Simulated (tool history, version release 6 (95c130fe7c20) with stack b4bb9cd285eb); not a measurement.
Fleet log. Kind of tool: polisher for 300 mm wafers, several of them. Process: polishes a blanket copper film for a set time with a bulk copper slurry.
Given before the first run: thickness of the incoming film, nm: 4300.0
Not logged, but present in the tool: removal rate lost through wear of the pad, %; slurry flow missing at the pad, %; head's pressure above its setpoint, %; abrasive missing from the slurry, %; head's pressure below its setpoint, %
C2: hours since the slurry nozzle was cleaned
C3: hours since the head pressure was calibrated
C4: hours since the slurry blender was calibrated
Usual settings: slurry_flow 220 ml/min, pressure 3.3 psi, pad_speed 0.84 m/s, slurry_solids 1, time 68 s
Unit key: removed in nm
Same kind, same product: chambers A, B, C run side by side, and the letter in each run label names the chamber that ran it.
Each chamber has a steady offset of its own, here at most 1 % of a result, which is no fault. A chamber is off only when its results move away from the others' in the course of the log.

{"run": "1B", "hour": 3.6, "slurry_flow": 220, "pressure": 3.3, "pad_speed": 0.84, "slurry_solids": 1, "time": 68, "wafers polished on this pad": 172, "C2": 443.5, "C3": 611.4, "C4": 11.8, "removed": 751.69}
{"run": "2A", "hour": 7.2, "slurry_flow": 220, "pressure": 3.3, "pad_speed": 0.84, "slurry_solids": 1, "time": 68, "wafers polished on this pad": 788, "C2": 313.2, "C3": 660.7, "C4": 33.9, "removed": 735.46}
{"run": "3C", "hour": 11.6, "slurry_flow": 220, "pressure": 3.3, "pad_speed": 0.84, "slurry_solids": 1, "time": 68, "wafers polished on this pad": 508, "C2": 420.4, "C3": 275.8, "C4": 145.4, "removed": 727.87}
{"run": "4B", "hour": 15.0, "slurry_flow": 220, "pressure": 3.3, "pad_speed": 0.84, "slurry_solids": 1, "time": 68, "wafers polished on this pad": 316, "C2": 454.9, "C3": 622.8, "C4": 23.2, "removed": 737.64}
{"run": "5A", "hour": 18.8, "slurry_flow": 275, "pressure": 3.3, "pad_speed": 0.64, "slurry_solids": 1, "time": 68, "wafers polished on this pad": 935, "C2": 324.8, "C3": 672.3, "C4": 45.5, "removed": 579.89}
{"run": "6C", "hour": 21.9, "slurry_flow": 275, "pressure": 3.3, "pad_speed": 0.64, "slurry_solids": 1, "time": 68, "wafers polished on this pad": 638, "C2": 430.7, "C3": 286.1, "C4": 155.7, "removed": 560.71}
{"hour": 24.1, "done": "chamber A: slurry nozzle cleaned"}
{"run": "7C", "hour": 25.5, "slurry_flow": 275, "pressure": 3.3, "pad_speed": 0.64, "slurry_solids": 1, "time": 68, "wafers polished on this pad": 684, "C2": 434.3, "C3": 289.7, "C4": 159.3, "removed": 578.35}
{"run": "8A", "hour": 28.7, "slurry_flow": 220, "pressure": 3.3, "pad_speed": 0.84, "slurry_solids": 1, "time": 68, "wafers polished on this pad": 1060, "C2": 4.7, "C3": 682.2, "C4": 55.4, "removed": 738.8}
{"run": "9B", "hour": 33.2, "slurry_flow": 220, "pressure": 3.3, "pad_speed": 0.84, "slurry_solids": 1, "time": 68, "wafers polished on this pad": 547, "C2": 473.1, "C3": 641, "C4": 41.4, "removed": 745.71}
{"run": "10B", "hour": 37.3, "slurry_flow": 175, "pressure": 3.3, "pad_speed": 0.84, "slurry_solids": 1, "time": 68, "wafers polished on this pad": 599, "C2": 477.2, "C3": 645.1, "C4": 45.5, "removed": 716.16}
{"hour": 37.9, "done": "chamber C: worn pad replaced by a new one"}
{"run": "11A", "hour": 39.9, "slurry_flow": 175, "pressure": 3.3, "pad_speed": 0.84, "slurry_solids": 1, "time": 68, "wafers polished on this pad": 1202, "C2": 15.9, "C3": 693.4, "C4": 66.6, "removed": 718.72}
{"run": "12C", "hour": 43.2, "slurry_flow": 175, "pressure": 3.3, "pad_speed": 0.84, "slurry_solids": 1, "time": 68, "wafers polished on this pad": 67, "C2": 452, "C3": 307.4, "C4": 177, "removed": 712.64}
{"run": "13C", "hour": 47.9, "slurry_flow": 220, "pressure": 3.3, "pad_speed": 0.84, "slurry_solids": 1, "time": 68, "wafers polished on this pad": 126, "C2": 456.7, "C3": 312.1, "C4": 181.7, "removed": 742.12}
{"hour": 49.6, "done": "chamber B: worn pad replaced by a new one"}
{"run": "14B", "hour": 51.3, "slurry_flow": 220, "pressure": 3.3, "pad_speed": 0.84, "slurry_solids": 1, "time": 68, "wafers polished on this pad": 22, "C2": 491.2, "C3": 659.1, "C4": 59.5, "removed": 742.64}
{"run": "15A", "hour": 53.6, "slurry_flow": 220, "pressure": 3.3, "pad_speed": 0.84, "slurry_solids": 1, "time": 68, "wafers polished on this pad": 1375, "C2": 29.6, "C3": 707.1, "C4": 80.3, "removed": 737.42}
{"hour": 56.5, "done": "chamber A: worn pad replaced by a new one"}
{"run": "16B", "hour": 57.1, "slurry_flow": 220, "pressure": 3.3, "pad_speed": 0.84, "slurry_solids": 0.9, "time": 68, "wafers polished on this pad": 96, "C2": 497, "C3": 664.9, "C4": 65.3, "removed": 713.8}
{"run": "17C", "hour": 59.6, "slurry_flow": 220, "pressure": 3.3, "pad_speed": 0.84, "slurry_solids": 0.9, "time": 68, "wafers polished on this pad": 274, "C2": 468.4, "C3": 323.8, "C4": 193.4, "removed": 728.58}
{"run": "18A", "hour": 62.8, "slurry_flow": 220, "pressure": 3.3, "pad_speed": 0.84, "slurry_solids": 0.9, "time": 68, "wafers polished on this pad": 79, "C2": 38.8, "C3": 716.3, "C4": 89.5, "removed": 734.98}
{"run": "19C", "hour": 65.7, "slurry_flow": 220, "pressure": 3.3, "pad_speed": 0.84, "slurry_solids": 1, "time": 68, "wafers polished on this pad": 352, "C2": 474.5, "C3": 329.9, "C4": 199.5, "removed": 729.66}
{"run": "20B", "hour": 70.4, "slurry_flow": 220, "pressure": 2.4, "pad_speed": 0.84, "slurry_solids": 1, "time": 88, "wafers polished on this pad": 264, "C2": 510.3, "C3": 678.2, "C4": 78.6, "removed": 688.72}
{"run": "21A", "hour": 72.7, "slurry_flow": 220, "pressure": 2.4, "pad_speed": 0.84, "slurry_solids": 1, "time": 88, "wafers polished on this pad": 205, "C2": 48.7, "C3": 726.2, "C4": 99.4, "removed": 699.31}
{"run": "22C", "hour": 77.6, "slurry_flow": 220, "pressure": 2.4, "pad_speed": 0.84, "slurry_solids": 1, "time": 88, "wafers polished on this pad": 502, "C2": 486.4, "C3": 341.8, "C4": 211.4, "removed": 675.07}

For the next run the whole fleet of 3 chambers uses the same settings. Give each chamber's results:
{"run": "23A", "hour": 81.2, "slurry_flow": 220, "pressure": 3.3, "pad_speed": 1.12, "slurry_solids": 1, "time": 68, "removed": "?"}
{"run": "23B", "hour": 81.2, "slurry_flow": 220, "pressure": 3.3, "pad_speed": 1.12, "slurry_solids": 1, "time": 68, "removed": "?"}
{"run": "23C", "hour": 81.2, "slurry_flow": 220, "pressure": 3.3, "pad_speed": 1.12, "slurry_solids": 1, "time": 68, "removed": "?"}

run=23A removed=977.16
run=23B removed=973.74
run=23C removed=966.71
